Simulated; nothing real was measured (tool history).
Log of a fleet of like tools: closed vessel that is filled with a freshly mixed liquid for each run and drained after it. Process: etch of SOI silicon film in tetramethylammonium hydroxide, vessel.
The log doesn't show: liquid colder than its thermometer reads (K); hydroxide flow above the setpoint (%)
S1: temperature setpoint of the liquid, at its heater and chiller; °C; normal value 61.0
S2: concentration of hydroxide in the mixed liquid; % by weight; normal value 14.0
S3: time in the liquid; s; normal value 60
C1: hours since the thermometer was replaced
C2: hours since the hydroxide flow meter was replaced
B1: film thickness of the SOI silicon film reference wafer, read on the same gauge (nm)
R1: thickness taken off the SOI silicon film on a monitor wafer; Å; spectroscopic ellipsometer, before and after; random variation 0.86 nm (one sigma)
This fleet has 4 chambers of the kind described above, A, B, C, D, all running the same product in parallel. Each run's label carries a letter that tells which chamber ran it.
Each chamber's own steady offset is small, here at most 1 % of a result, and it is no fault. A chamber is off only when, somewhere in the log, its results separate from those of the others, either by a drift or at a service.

| run | day | S1 | S2 | S3 | C1 | C2 | B1 | R1 |
|---|---|---|---|---|---|---|---|---|
| 1D | 0.246 | 61.0 | 14.0 | 60 | 425.8 | 1632.7 | 89.996 | 2139.1 |
| 2C | 0.542 | 61.0 | 14.0 | 60 | 1042.4 | 41.8 | 89.969 | 2146.1 |
| 3B | 0.962 | 61.0 | 14.0 | 60 | 116.0 | 380.3 | 90.011 | 2147.0 |
| 4A | 1.417 | 61.0 | 14.0 | 60 | 1269.7 | 1130.4 | 90.037 | 2140.3 |
| 5C | 1.758 | 61.0 | 14.0 | 60 | 1071.6 | 71.0 | 90.008 | 2136.8 |
|  | 1.775 | chamber A: hydroxide flow meter replaced |
| 6B | 1.979 | 61.0 | 14.0 | 60 | 140.4 | 404.7 | 90.038 | 2143.7 |
| 7D | 2.283 | 61.0 | 14.0 | 60 | 474.7 | 1681.6 | 89.999 | 2157.4 |
| 8A | 2.750 | 61.0 | 14.0 | 60 | 1301.7 | 23.5 | 90.003 | 2124.7 |
| 9A | 3.075 | 61.0 | 14.0 | 60 | 1309.5 | 31.3 | 89.988 | 2124.1 |
| 10D | 3.504 | 61.0 | 14.0 | 60 | 504.0 | 1710.9 | 89.996 | 2146.7 |
| 11B | 3.904 | 61.0 | 14.0 | 60 | 186.6 | 450.9 | 89.999 | 2145.2 |
| 12C | 4.342 | 61.0 | 15.0 | 50 | 1133.6 | 133.0 | 90.008 | 1720.9 |
| 13A | 4.662 | 61.0 | 15.0 | 50 | 1347.6 | 69.4 | 89.994 | 1709.3 |
| 14C | 5.146 | 61.0 | 15.0 | 50 | 1152.9 | 152.3 | 90.021 | 1721.0 |
| 15B | 5.558 | 61.0 | 15.0 | 50 | 226.3 | 490.6 | 89.981 | 1729.0 |
| 16D | 6.033 | 61.0 | 14.0 | 60 | 564.7 | 1771.6 | 90.006 | 2135.2 |
| 17D | 6.317 | 61.0 | 14.0 | 60 | 571.5 | 1778.4 | 89.967 | 2150.2 |
| 18B | 6.667 | 61.0 | 14.0 | 60 | 252.9 | 517.2 | 90.024 | 2168.4 |
| 19A | 7.142 | 61.0 | 14.0 | 60 | 1407.1 | 128.9 | 89.972 | 2110.5 |
| 20C | 7.604 | 61.0 | 14.0 | 60 | 1211.9 | 211.3 | 90.006 | 2127.2 |
|  | 7.833 | chamber C: thermometer replaced |
| 21A | 8.050 | 61.0 | 14.0 | 60 | 1428.9 | 150.7 | 90.024 | 2112.1 |
| 22C | 8.471 | 61.0 | 14.0 | 60 | 15.3 | 232.1 | 90.001 | 2144.9 |
| 23D | 8.883 | 61.0 | 14.0 | 60 | 633.1 | 1840.0 | 89.995 | 2134.3 |
| 24B | 9.246 | 61.0 | 14.0 | 60 | 314.8 | 579.1 | 90.007 | 2171.4 |
| 25D | 9.575 | 61.0 | 14.0 | 60 | 649.7 | 1856.6 | 89.970 | 2140.5 |
| 26C | 10.033 | 61.0 | 14.0 | 60 | 52.8 | 269.6 | 89.974 | 2136.8 |
| 27A | 10.496 | 61.0 | 14.0 | 60 | 1487.6 | 209.4 | 89.993 | 2104.8 |
| 28B | 10.788 | 61.0 | 14.0 | 60 | 351.8 | 616.1 | 89.988 | 2156.5 |
| 29C | 11.171 | 56.5 | 14.0 | 60 | 80.1 | 296.9 | 90.010 | 1600.2 |
| 30A | 11.562 | 56.5 | 14.0 | 60 | 1513.2 | 235.0 | 89.994 | 1572.1 |
| 31B | 12.012 | 56.5 | 14.0 | 60 | 381.2 | 645.5 | 90.019 | 1640.9 |
| 32D | 12.404 | 56.5 | 14.0 | 60 | 717.6 | 1924.5 | 90.009 | 1613.9 |
| 33A | 12.754 | 61.0 | 14.0 | 60 | 1541.8 | 263.6 | 90.029 | 2074.6 |
| 34D | 13.038 | 61.0 | 14.0 | 60 | 732.8 | 1939.7 | 90.006 | 2140.9 |
| 35B | 13.288 | 61.0 | 14.0 | 60 | 411.8 | 676.1 | 90.031 | 2163.1 |
| 36C | 13.562 | 61.0 | 17.5 | 60 | 137.5 | 354.3 | 89.994 | 1935.9 |
|  | 13.575 | chamber D: hydroxide flow meter replaced |
| 37A | 13.842 | 61.0 | 17.5 | 60 | 1567.9 | 289.7 | 90.037 | 1904.5 |
| 38B | 14.288 | 61.0 | 17.5 | 60 | 435.8 | 700.1 | 89.997 | 1976.0 |
| 39D | 14.633 | 61.0 | 17.5 | 60 | 771.1 | 25.5 | 90.022 | 1954.1 |
| 40C | 15.092 | 61.0 | 14.0 | 60 | 174.2 | 391.0 | 89.999 | 2145.2 |
| 41B | 15.446 | 61.0 | 14.0 | 60 | 463.6 | 727.9 | 89.952 | 2164.7 |

Predict what each chamber gives when all 4 of them run the settings below next.
| 42A | 15.792 | 61.0 | 14.0 | 60 |  |  |  | ? |
| 42B | 15.792 | 61.0 | 14.0 | 60 |  |  |  | ? |
| 42C | 15.792 | 61.0 | 14.0 | 60 |  |  |  | ? |
| 42D | 15.792 | 61.0 | 14.0 | 60 |  |  |  | ? |

| run | R1 |
|---|---|
| 42A | 2068.1 |
| 42B | 2165.8 |
| 42C | 2117.7 |
| 42D | 2153.3 |

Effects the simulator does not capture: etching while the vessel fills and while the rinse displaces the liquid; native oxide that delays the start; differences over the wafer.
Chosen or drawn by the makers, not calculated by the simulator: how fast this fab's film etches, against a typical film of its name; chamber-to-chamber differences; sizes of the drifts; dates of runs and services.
